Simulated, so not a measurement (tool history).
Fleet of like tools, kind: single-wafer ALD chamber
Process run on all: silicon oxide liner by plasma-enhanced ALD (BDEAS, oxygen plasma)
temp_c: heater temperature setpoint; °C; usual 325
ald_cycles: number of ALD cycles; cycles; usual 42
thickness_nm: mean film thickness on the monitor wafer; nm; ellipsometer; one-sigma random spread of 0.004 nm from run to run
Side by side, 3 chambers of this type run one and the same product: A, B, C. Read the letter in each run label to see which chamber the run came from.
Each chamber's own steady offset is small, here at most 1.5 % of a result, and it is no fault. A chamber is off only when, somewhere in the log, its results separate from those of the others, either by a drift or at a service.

run,hour,temp_c,ald_cycles,"read-back reference wafer on the same gauge, thickness_nm",thickness_nm
1C,4.0,325,42,3.5901,3.7822
2B,8.0,325,42,3.5898,3.7287
3A,14.5,325,42,3.5884,3.8005
4A,18.1,325,42,3.5884,3.8107
5B,22.1,325,42,3.5879,3.7217
6C,26.5,325,42,3.5872,3.7741
7C,31.4,339,38,3.5871,3.3409
8A,36.9,339,38,3.5876,3.3752
9B,40.3,339,38,3.5871,3.2928
10C,46.7,325,42,3.5867,3.7801
11A,51.8,325,42,3.5858,3.8041
12B,58.1,325,42,3.5856,3.7193
13B,61.4,325,42,3.5849,3.7209
14C,66.0,325,42,3.5841,3.7748
15A,69.0,325,42,3.5839,3.8007
16A,74.5,325,42,3.5841,3.8024
17B,80.2,325,42,3.5842,3.7141
18C,83.8,325,42,3.5841,3.7710
19C,88.8,325,42,3.5835,3.7670
20A,94.6,325,42,3.5819,3.7964
21B,98.1,325,42,3.5835,3.7230
22A,102.5,325,42,3.5833,3.7999
23C,106.5,325,42,3.5820,3.7651
24B,111.9,325,42,3.5821,3.7154
25A,115.6,325,42,3.5816,3.7989
26C,120.8,325,47,3.5806,4.2134
27B,126.5,325,47,3.5800,4.1464
28A,130.0,325,47,3.5802,4.2443
29C,132.9,325,42,3.5795,3.7672
30B,139.0,325,35,3.5799,3.0974
31B,143.5,325,35,3.5793,3.0926
32C,149.5,325,35,3.5803,3.1374
33A,154.6,325,42,3.5782,3.7995
34B,160.0,325,42,3.5784,3.7096
35A,164.1,325,49,3.5770,4.4172
36C,170.0,325,49,3.5777,4.3910
37B,173.7,325,49,3.5769,4.3246
38A,177.1,318,39,3.5757,3.5578
39C,181.5,318,39,3.5761,3.5258
40B,185.4,318,39,3.5758,3.4763
41A,191.4,325,42,3.5760,3.7838
42C,197.7,325,42,3.5749,3.7584
43C,202.5,325,42,3.5753,3.7692

Decide between three cases: one chamber stands off from its peers, the gauge reading all wafers drifts, or nothing is wrong past each chamber's small offset. Where a chamber is off, say which and what most likely put it there.

The gauge drifts, so all chambers seem to drift together. No chamber is off.
What lies behind it: gauge reads low (%) = 0.436.

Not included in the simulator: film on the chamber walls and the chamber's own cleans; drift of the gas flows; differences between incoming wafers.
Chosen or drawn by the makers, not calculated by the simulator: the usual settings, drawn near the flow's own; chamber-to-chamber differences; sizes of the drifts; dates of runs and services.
